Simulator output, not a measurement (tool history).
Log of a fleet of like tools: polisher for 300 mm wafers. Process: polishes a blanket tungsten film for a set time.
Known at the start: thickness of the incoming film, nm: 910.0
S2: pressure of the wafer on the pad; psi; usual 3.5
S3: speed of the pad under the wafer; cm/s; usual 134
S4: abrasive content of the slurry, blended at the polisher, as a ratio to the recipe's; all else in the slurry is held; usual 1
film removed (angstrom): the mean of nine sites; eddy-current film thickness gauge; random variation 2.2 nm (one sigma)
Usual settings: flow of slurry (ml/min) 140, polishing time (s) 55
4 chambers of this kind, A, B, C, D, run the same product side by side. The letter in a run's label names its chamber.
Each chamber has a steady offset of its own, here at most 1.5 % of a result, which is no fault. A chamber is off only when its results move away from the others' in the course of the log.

{"hour": 4.3, "done": "chamber B: slurry tank refilled with fresh slurry and peroxide"}
{"hour": 4.8, "done": "chamber C: slurry tank refilled with fresh slurry and peroxide"}
{"run": "1C", "hour": 6.7, "flow of slurry (ml/min)": 140, "S2": 3.5, "S3": 134, "S4": 1, "polishing time (s)": 55, "film removed (angstrom)": 2755.7}
{"run": "2B", "hour": 15.0, "flow of slurry (ml/min)": 140, "S2": 3.5, "S3": 134, "S4": 1, "polishing time (s)": 55, "film removed (angstrom)": 2740.4}
{"hour": 19.7, "done": "chamber B: slurry blender recalibrated"}
{"hour": 19.8, "done": "chamber C: slurry blender recalibrated"}
{"run": "3A", "hour": 25.6, "flow of slurry (ml/min)": 140, "S2": 3.5, "S3": 134, "S4": 1, "polishing time (s)": 55, "film removed (angstrom)": 2732.5}
{"run": "4D", "hour": 35.9, "flow of slurry (ml/min)": 140, "S2": 3.5, "S3": 134, "S4": 1, "polishing time (s)": 55, "film removed (angstrom)": 2760.9}
{"run": "5A", "hour": 44.5, "flow of slurry (ml/min)": 140, "S2": 3.5, "S3": 134, "S4": 1, "polishing time (s)": 55, "film removed (angstrom)": 2704}
{"hour": 55.7, "done": "chamber D: slurry tank refilled with fresh slurry and peroxide"}
{"run": "6C", "hour": 57.1, "flow of slurry (ml/min)": 120, "S2": 3.5, "S3": 134, "S4": 0.75, "polishing time (s)": 55, "film removed (angstrom)": 2494.9}
{"hour": 58.5, "done": "chamber D: worn pad replaced by a new one"}
{"hour": 62.2, "done": "chamber B: worn pad replaced by a new one"}
{"hour": 65.7, "done": "chamber C: worn pad replaced by a new one"}
{"hour": 69.4, "done": "chamber A: worn pad replaced by a new one"}
{"run": "7B", "hour": 71.1, "flow of slurry (ml/min)": 120, "S2": 3.5, "S3": 134, "S4": 0.75, "polishing time (s)": 55, "film removed (angstrom)": 2543.4}
{"hour": 74.3, "done": "chamber C: slurry tank refilled with fresh slurry and peroxide"}
{"run": "8D", "hour": 85.1, "flow of slurry (ml/min)": 120, "S2": 3.5, "S3": 134, "S4": 0.75, "polishing time (s)": 55, "film removed (angstrom)": 2491.4}
{"run": "9B", "hour": 96.9, "flow of slurry (ml/min)": 120, "S2": 3.5, "S3": 134, "S4": 0.75, "polishing time (s)": 55, "film removed (angstrom)": 2518.4}
{"run": "10C", "hour": 107.8, "flow of slurry (ml/min)": 140, "S2": 3.5, "S3": 134, "S4": 1, "polishing time (s)": 55, "film removed (angstrom)": 2759.8}
{"hour": 118.9, "done": "chamber A: slurry blender recalibrated"}
{"run": "11A", "hour": 120.6, "flow of slurry (ml/min)": 140, "S2": 3.5, "S3": 134, "S4": 1, "polishing time (s)": 55, "film removed (angstrom)": 2670.3}
{"hour": 123.3, "done": "chamber D: slurry tank refilled with fresh slurry and peroxide"}
{"run": "12D", "hour": 131.5, "flow of slurry (ml/min)": 140, "S2": 3.5, "S3": 134, "S4": 1, "polishing time (s)": 55, "film removed (angstrom)": 2761.6}
{"hour": 136.3, "done": "chamber C: slurry tank refilled with fresh slurry and peroxide"}
{"hour": 138.4, "done": "chamber A: slurry tank refilled with fresh slurry and peroxide"}
{"hour": 139.8, "done": "chamber B: slurry tank refilled with fresh slurry and peroxide"}
{"run": "13B", "hour": 139.9, "flow of slurry (ml/min)": 140, "S2": 3.5, "S3": 152, "S4": 1, "polishing time (s)": 55, "film removed (angstrom)": 3128.1}
{"hour": 142.8, "done": "chamber B: worn pad replaced by a new one"}
{"hour": 147.3, "done": "chamber D: worn pad replaced by a new one"}
{"hour": 149.1, "done": "chamber D: slurry nozzle cleaned"}
{"run": "14A", "hour": 150.5, "flow of slurry (ml/min)": 140, "S2": 3.5, "S3": 152, "S4": 1, "polishing time (s)": 55, "film removed (angstrom)": 3002.1}
{"hour": 157.8, "done": "chamber C: slurry blender recalibrated"}
{"hour": 158.1, "done": "chamber A: worn pad replaced by a new one"}
{"run": "15C", "hour": 163.5, "flow of slurry (ml/min)": 140, "S2": 3.5, "S3": 152, "S4": 1, "polishing time (s)": 55, "film removed (angstrom)": 3154.7}
{"run": "16D", "hour": 174.9, "flow of slurry (ml/min)": 140, "S2": 3.5, "S3": 152, "S4": 1, "polishing time (s)": 55, "film removed (angstrom)": 3084.6}
{"hour": 178.3, "done": "chamber D: slurry tank refilled with fresh slurry and peroxide"}
{"run": "17B", "hour": 186.6, "flow of slurry (ml/min)": 140, "S2": 3.5, "S3": 134, "S4": 1, "polishing time (s)": 55, "film removed (angstrom)": 2753.3}
{"hour": 188.7, "done": "chamber C: worn pad replaced by a new one"}
{"run": "18D", "hour": 194.2, "flow of slurry (ml/min)": 140, "S2": 3.5, "S3": 134, "S4": 1, "polishing time (s)": 55, "film removed (angstrom)": 2759.6}
{"run": "19A", "hour": 201.5, "flow of slurry (ml/min)": 140, "S2": 3.5, "S3": 134, "S4": 1, "polishing time (s)": 55, "film removed (angstrom)": 2646.8}
{"hour": 203.9, "done": "chamber B: slurry blender recalibrated"}
{"hour": 208.3, "done": "chamber C: slurry tank refilled with fresh slurry and peroxide"}
{"run": "20C", "hour": 216.4, "flow of slurry (ml/min)": 155, "S2": 3.5, "S3": 134, "S4": 1, "polishing time (s)": 55, "film removed (angstrom)": 2797.9}
{"hour": 228.2, "done": "chamber B: worn pad replaced by a new one"}
{"run": "21C", "hour": 231.3, "flow of slurry (ml/min)": 155, "S2": 3.5, "S3": 134, "S4": 1, "polishing time (s)": 55, "film removed (angstrom)": 2822.1}
{"hour": 244.7, "done": "chamber D: worn pad replaced by a new one"}
{"run": "22D", "hour": 244.7, "flow of slurry (ml/min)": 155, "S2": 3.5, "S3": 134, "S4": 1, "polishing time (s)": 55, "film removed (angstrom)": 2834.9}
{"hour": 247.2, "done": "chamber D: slurry tank refilled with fresh slurry and peroxide"}
{"run": "23A", "hour": 257.9, "flow of slurry (ml/min)": 155, "S2": 3.5, "S3": 134, "S4": 1, "polishing time (s)": 55, "film removed (angstrom)": 2704.5}
{"run": "24B", "hour": 269.1, "flow of slurry (ml/min)": 140, "S2": 3.5, "S3": 134, "S4": 1, "polishing time (s)": 55, "film removed (angstrom)": 2753.3}
{"run": "25D", "hour": 281.4, "flow of slurry (ml/min)": 140, "S2": 3.5, "S3": 134, "S4": 1, "polishing time (s)": 55, "film removed (angstrom)": 2720.1}

What goes on in this fleet: one chamber off, a drifting gauge, or nothing beyond the chambers' own small offsets? Name the chamber and the cause, if any.

Chamber A drifts away from the others.
Cause: slurry flow missing at the pad, % = 26.3.
The log may not tell that from: head's pressure below its setpoint, %.

Here are 4 candidates for chamber A's next run, each the usual settings with a change, their results left as question marks. Which one brings its results back in line with what the others give on the usual settings?
In line means no further than this from the other chambers' mean on the usual settings: film removed (angstrom) 77
{"run": "26A-1", "hour": 292.1, "flow of slurry (ml/min)": 140, "S2": 3.4, "S3": 134, "S4": 1, "polishing time (s)": 53, "film removed (angstrom)": "?"}
{"run": "26A-2", "hour": 292.1, "flow of slurry (ml/min)": 135, "S2": 3.5, "S3": 134, "S4": 1, "polishing time (s)": 49, "film removed (angstrom)": "?"}
{"run": "26A-3", "hour": 292.1, "flow of slurry (ml/min)": 140, "S2": 3.6, "S3": 136, "S4": 1, "polishing time (s)": 56, "film removed (angstrom)": "?"}
{"run": "26A-4", "hour": 292.1, "flow of slurry (ml/min)": 140, "S2": 3.7, "S3": 140, "S4": 1, "polishing time (s)": 57, "film removed (angstrom)": "?"}

The other chambers' mean on the usual settings: film removed (angstrom) 2754.4
run=26A-1 film_removed_(angstrom)=2415.2
run=26A-2 film_removed_(angstrom)=2277.6
run=26A-3 film_removed_(angstrom)=2742.1
run=26A-4 film_removed_(angstrom)=2953.8
26A-3 brings the chamber back in line.
